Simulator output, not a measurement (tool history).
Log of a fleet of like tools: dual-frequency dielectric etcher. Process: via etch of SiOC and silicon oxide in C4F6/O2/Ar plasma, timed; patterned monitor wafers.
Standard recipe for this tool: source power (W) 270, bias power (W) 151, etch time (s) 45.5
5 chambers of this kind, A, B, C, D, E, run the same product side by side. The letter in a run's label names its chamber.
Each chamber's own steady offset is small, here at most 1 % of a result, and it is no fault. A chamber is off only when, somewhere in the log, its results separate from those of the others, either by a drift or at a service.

run     day  source power (W)  bias power (W)  etch time (s)  read-back reference wafer on the same gauge, depth_nm  mean etch depth across the wafer (angstrom)
       0.05  -- chamber B: wet clean of the chamber
 1B   0.475               270             151           45.5                                                 38.294                                       416.83
 2E   1.008               270             151           45.5                                                 38.286                                       417.81
 3A   1.508               270             151           45.5                                                 38.308                                       419.37
      1.788  -- chamber E: wet clean of the chamber
 4D   1.942               270             151           45.5                                                 38.318                                       419.26
 5C   2.483               270             151           45.5                                                 38.285                                       416.84
      2.688  -- chamber B: bias power generator calibrated
 6E   3.075               270             151           45.5                                                 38.302                                       417.53
 7B   3.554               270             151           45.5                                                 38.307                                       417.19
 8D   4.175               270             151           45.5                                                 38.282                                       418.11
 9A   4.688               300             151             37                                                 38.306                                       353.74
10C   5.008               300             151             37                                                 38.301                                       352.38
11E   5.292               300             151             37                                                 38.295                                       354.01
12A   5.912               300             151             37                                                 38.309                                       356.13
13D   6.388               300             151             37                                                 38.282                                       355.46
14B     6.8               270             134           45.5                                                 38.316                                       401.45
15C   7.108               270             134           45.5                                                 38.316                                       401.47
16B   7.554               270             134           45.5                                                 38.287                                       401.73
17A   8.075               270             134           45.5                                                 38.307                                        403.7
18C     8.5               270             134           45.5                                                 38.316                                       399.03
19D   8.867               220             151           45.5                                                 38.314                                       388.65
20E   9.208               220             151           45.5                                                 38.272                                       383.36
21E   9.717               220             151           45.5                                                 38.292                                       384.35
      9.888  -- chamber A: source power generator calibrated
22D   9.988               220             151           45.5                                                 38.304                                       388.44
23B  10.554               220             151           45.5                                                 38.299                                        385.8
24C  11.125               270             151           45.5                                                 38.301                                       412.64
25A  11.571               270             151           45.5                                                  38.32                                       418.94
26B   12.05               270             151           45.5                                                 38.284                                       417.39
27E  12.392               270             151           45.5                                                 38.275                                       414.26
28A  12.767               270             151           45.5                                                 38.279                                       417.52
29D  13.138               270             151           45.5                                                 38.329                                       417.26
30C  13.408               270             151           45.5                                                 38.298                                        411.4
31E  13.875               270             151           45.5                                                 38.294                                       416.22
32D  14.308               270             151           45.5                                                 38.304                                          420
33C  14.625               270             129           56.5                                                 38.312                                       487.36
34B  15.179               270             129           56.5                                                 38.322                                       492.57
     15.308  -- chamber D: wet clean of the chamber
     15.342  -- chamber C: source power generator calibrated
35A  15.654               270             129           56.5                                                  38.31                                       493.18
     15.854  -- chamber A: wet clean of the chamber
36D  16.217               270             129           56.5                                                 38.298                                        495.2
37E  16.621               270             129           56.5                                                 38.287                                       492.63
38A  16.946               270             151           45.5                                                 38.293                                       419.47
39B  17.533               270             151           45.5                                                 38.285                                       418.41
40C  17.838               270             151           45.5                                                   38.3                                       410.19
     18.188  -- chamber E: wet clean of the chamber
41E  18.192               270             151           45.5                                                 38.312                                       415.32
42B  18.562               300             151           45.5                                                 38.322                                       435.87
43A  19.083               300             151           45.5                                                 38.296                                       437.34
44D  19.667               300             151           45.5                                                 38.284                                       438.39

Next, all 5 chambers run the settings below, one line each with question marks for the results. What does each chamber give?
45A  20.112               270             151           45.5                                                                                                   ?
45B  20.112               270             151           45.5                                                                                                   ?
45C  20.112               270             151           45.5                                                                                                   ?
45D  20.112               270             151           45.5                                                                                                   ?
45E  20.112               270             151           45.5                                                                                                   ?

run  mean etch depth across the wafer (angstrom)
45A                                       416.72
45B                                        415.6
45C                                       407.99
45D                                       417.24
45E                                       415.24
